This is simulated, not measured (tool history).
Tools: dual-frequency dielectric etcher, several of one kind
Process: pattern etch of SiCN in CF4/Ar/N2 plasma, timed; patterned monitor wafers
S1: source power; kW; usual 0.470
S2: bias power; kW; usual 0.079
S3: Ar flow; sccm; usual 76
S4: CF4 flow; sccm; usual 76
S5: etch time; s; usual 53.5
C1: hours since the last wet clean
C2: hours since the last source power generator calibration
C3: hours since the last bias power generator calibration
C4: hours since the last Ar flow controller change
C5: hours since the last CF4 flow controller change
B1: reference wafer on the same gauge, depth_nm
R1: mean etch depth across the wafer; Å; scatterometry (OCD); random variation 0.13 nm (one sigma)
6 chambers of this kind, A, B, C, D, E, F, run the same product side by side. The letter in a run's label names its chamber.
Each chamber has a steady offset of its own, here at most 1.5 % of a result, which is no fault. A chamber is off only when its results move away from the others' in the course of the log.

At day 0.033: chamber D: wet clean of the chamber.
Run 1E, day 0.462: usual settings; C1 318.0; C2 3423.8; C3 1435.9; C4 2182.3; C5 3196.2; B1 55.899. Result: R1 516.62 Å.
Run 2B, day 0.846: usual settings; C1 245.0; C2 841.9; C3 5224.1; C4 2071.5; C5 4618.6; B1 55.897. Result: R1 514.68 Å.
At day 0.875: chamber B: bias power generator calibrated.
Run 3C, day 1.071: usual settings; C1 343.8; C2 1750.5; C3 4093.2; C4 636.3; C5 1705.9; B1 55.882. Result: R1 524.16 Å.
At day 1.404: chamber F: CF4 flow controller replaced.
Run 4D, day 1.542: usual settings; C1 36.2; C2 587.6; C3 249.0; C4 3330.8; C5 593.2; B1 55.939. Result: R1 516.56 Å.
Run 5A, day 1.929: usual settings; C1 185.6; C2 990.4; C3 1871.1; C4 423.1; C5 4389.6; B1 55.926. Result: R1 517.07 Å.
At day 2.346: chamber E: wet clean of the chamber.
Run 6F, day 2.388: usual settings; C1 359.2; C2 1795.8; C3 1087.8; C4 2411.5; C5 23.6; B1 55.895. Result: R1 521.00 Å.
Run 7F, day 2.746: usual settings; C1 367.8; C2 1804.4; C3 1096.4; C4 2420.1; C5 32.2; B1 55.923. Result: R1 519.51 Å.
At day 2.896: chamber C: wet clean of the chamber.
Run 8C, day 3.125: usual settings; C1 5.6; C2 1799.8; C3 4142.5; C4 685.6; C5 1755.2; B1 55.900. Result: R1 525.87 Å.
Run 9D, day 3.433: usual settings but S3 83 sccm; C1 81.6; C2 633.0; C3 294.4; C4 3376.2; C5 638.6; B1 55.918. Result: R1 512.40 Å.
At day 3.550: chamber C: CF4 flow controller replaced.
Run 10A, day 3.671: usual settings but S3 83 sccm; C1 227.4; C2 1032.2; C3 1912.9; C4 464.9; C5 4431.4; B1 55.902. Result: R1 513.03 Å.
Run 11E, day 3.904: usual settings but S3 83 sccm; C1 37.4; C2 3506.4; C3 1518.5; C4 2264.9; C5 3278.8; B1 55.900. Result: R1 504.99 Å.
Run 12B, day 4.283: usual settings but S3 83 sccm; C1 327.5; C2 924.4; C3 81.9; C4 2154.0; C5 4701.1; B1 55.866. Result: R1 512.47 Å.
At day 4.458: chamber B: CF4 flow controller replaced.
Run 13B, day 4.525: usual settings but S3 83 sccm; C1 333.3; C2 930.2; C3 87.7; C4 2159.8; C5 1.7; B1 55.897. Result: R1 510.52 Å.
At day 4.550: chamber B: wet clean of the chamber.
Run 14D, day 4.812: usual settings but S3 83 sccm; C1 114.7; C2 666.1; C3 327.5; C4 3409.3; C5 671.7; B1 55.871. Result: R1 511.77 Å.
Run 15A, day 5.067: usual settings; C1 260.9; C2 1065.7; C3 1946.4; C4 498.4; C5 4464.9; B1 55.919. Result: R1 516.86 Å.
Run 16F, day 5.504: usual settings but S4 67 sccm; C1 434.0; C2 1870.6; C3 1162.6; C4 2486.3; C5 98.4; B1 55.917. Result: R1 510.74 Å.
At day 5.688: chamber F: wet clean of the chamber.
Run 17E, day 5.929: usual settings but S4 67 sccm; C1 86.0; C2 3555.0; C3 1567.1; C4 2313.5; C5 3327.4; B1 55.879. Result: R1 505.41 Å.
Run 18C, day 6.375: usual settings but S4 67 sccm; C1 83.6; C2 1877.8; C3 4220.5; C4 763.6; C5 67.8; B1 55.921. Result: R1 517.53 Å.
Run 19A, day 6.704: usual settings but S4 67 sccm; C1 300.2; C2 1105.0; C3 1985.7; C4 537.7; C5 4504.2; B1 55.941. Result: R1 508.98 Å.
Run 20E, day 7.121: usual settings but S4 67 sccm; C1 114.6; C2 3583.6; C3 1595.7; C4 2342.1; C5 3356.0; B1 55.888. Result: R1 502.26 Å.
Run 21C, day 7.546: usual settings but S4 67 sccm; C1 111.7; C2 1905.9; C3 4248.6; C4 791.7; C5 95.9; B1 55.863. Result: R1 515.82 Å.
Run 22D, day 7.933: usual settings; C1 189.6; C2 741.0; C3 402.4; C4 3484.2; C5 746.6; B1 55.914. Result: R1 518.19 Å.
Run 23F, day 8.250: usual settings but S1 0.550 kW; C1 61.5; C2 1936.5; C3 1228.5; C4 2552.2; C5 164.3; B1 55.851. Result: R1 593.57 Å.
Run 24B, day 8.475: usual settings but S1 0.550 kW; C1 94.2; C2 1025.0; C3 182.5; C4 2254.6; C5 96.5; B1 55.888. Result: R1 573.87 Å.
Run 25C, day 8.875: usual settings but S1 0.550 kW; C1 143.6; C2 1937.8; C3 4280.5; C4 823.6; C5 127.8; B1 55.930. Result: R1 604.39 Å.
At day 9.175: chamber E: source power generator calibrated.
Run 26D, day 9.346: usual settings but S1 0.550 kW; C1 223.5; C2 774.9; C3 436.3; C4 3518.1; C5 780.5; B1 55.941. Result: R1 593.64 Å.
Run 27A, day 9.700: usual settings but S1 0.550 kW; C1 372.1; C2 1176.9; C3 2057.6; C4 609.6; C5 4576.1; B1 55.923. Result: R1 590.32 Å.
At day 9.721: chamber C: bias power generator calibrated.
Run 28B, day 9.946: usual settings but S1 0.550 kW; C1 129.5; C2 1060.3; C3 217.8; C4 2289.9; C5 131.8; B1 55.891. Result: R1 577.19 Å.
Run 29E, day 10.217: usual settings; C1 188.9; C2 25.1; C3 1670.0; C4 2416.4; C5 3430.3; B1 55.879. Result: R1 514.21 Å.
Run 30F, day 10.458: usual settings; C1 114.5; C2 1989.5; C3 1281.5; C4 2605.2; C5 217.3; B1 55.904. Result: R1 518.35 Å.
Run 31B, day 10.754: usual settings; C1 148.9; C2 1079.7; C3 237.2; C4 2309.3; C5 151.2; B1 55.879. Result: R1 500.37 Å.
Run 32A, day 10.992: usual settings but S3 92 sccm; C1 403.1; C2 1207.9; C3 2088.6; C4 640.6; C5 4607.1; B1 55.888. Result: R1 504.88 Å.
Run 33E, day 11.271: usual settings but S3 92 sccm; C1 214.2; C2 50.4; C3 1695.3; C4 2441.7; C5 3455.6; B1 55.915. Result: R1 500.41 Å.
Run 34C, day 11.738: usual settings but S3 92 sccm; C1 212.3; C2 2006.5; C3 48.5; C4 892.3; C5 196.5; B1 55.897. Result: R1 510.75 Å.
Run 35D, day 12.012: usual settings but S3 92 sccm; C1 287.5; C2 838.9; C3 500.3; C4 3582.1; C5 844.5; B1 55.898. Result: R1 506.30 Å.
Run 36F, day 12.379: usual settings but S3 92 sccm; C1 160.6; C2 2035.6; C3 1327.6; C4 2651.3; C5 263.4; B1 55.855. Result: R1 505.58 Å.
Run 37C, day 12.704: usual settings but S3 92 sccm; C1 235.5; C2 2029.7; C3 71.7; C4 915.5; C5 219.7; B1 55.949. Result: R1 512.99 Å.
Run 38E, day 13.108: usual settings; C1 258.3; C2 94.5; C3 1739.4; C4 2485.8; C5 3499.7; B1 55.899. Result: R1 513.46 Å.

All 6 chambers run these settings next. Forecast each chamber's results:
Run 39A, day 13.454: usual settings. Result: R1 ?.
Run 39B, day 13.454: usual settings. Result: R1 ?.
Run 39C, day 13.454: usual settings. Result: R1 ?.
Run 39D, day 13.454: usual settings. Result: R1 ?.
Run 39E, day 13.454: usual settings. Result: R1 ?.
Run 39F, day 13.454: usual settings. Result: R1 ?.

run      R1
39A  518.01
39B  499.44
39C  525.27
39D  515.07
39E  515.38
39F  516.51

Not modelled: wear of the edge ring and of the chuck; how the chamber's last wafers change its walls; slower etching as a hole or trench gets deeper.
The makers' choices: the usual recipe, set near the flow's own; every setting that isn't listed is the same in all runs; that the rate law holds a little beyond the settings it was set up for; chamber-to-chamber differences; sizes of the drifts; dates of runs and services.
